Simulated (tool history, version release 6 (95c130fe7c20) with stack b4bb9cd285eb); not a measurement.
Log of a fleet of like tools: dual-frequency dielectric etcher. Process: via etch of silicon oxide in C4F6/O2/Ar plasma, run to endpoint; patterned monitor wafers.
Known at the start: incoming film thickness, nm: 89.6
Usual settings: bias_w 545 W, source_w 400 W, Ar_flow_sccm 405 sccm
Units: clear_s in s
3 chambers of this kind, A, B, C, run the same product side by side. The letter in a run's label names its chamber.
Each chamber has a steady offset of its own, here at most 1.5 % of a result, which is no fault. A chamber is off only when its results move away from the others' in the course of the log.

run   hour  bias_w  source_w  Ar_flow_sccm  clear_s
 1B    8.7     545       400           405   19.559
 2A   18.2     545       400           405   19.652
 3C   28.5     545       400           405   19.511
 4C   35.9     545       400           405   19.565
 5A   45.5     441       400           446   21.575
 6B   58.3     441       400           446   21.471
 7A   68.3     441       400           446   21.622
 8C   76.0     545       400           405   19.589
 9B   82.1     545       400           405   19.735
10A   94.9     545       400           405   19.553
      97.8  -- chamber C: wet clean of the chamber
11C  102.9     639       400           405   18.544
12B  112.6     639       400           405   18.648
13A  123.5     639       400           405   18.609
14C  133.5     627       400           311   17.976
15B  139.5     627       400           311   18.030
16B  151.5     627       400           311   18.219
17C  164.1     545       400           405   19.642
18A  174.1     545       400           405   19.679
19C  183.3     545       400           405   19.450
     185.1  -- chamber B: wet clean of the chamber
20B  191.5     480       440           405   19.878
21A  203.2     480       440           405   20.112

What goes on in this fleet: one chamber off, a drifting gauge, or nothing beyond the chambers' own small offsets? Name the chamber and the cause, if any.

No chamber stands off beyond its own small offset, and the gauge holds steady.
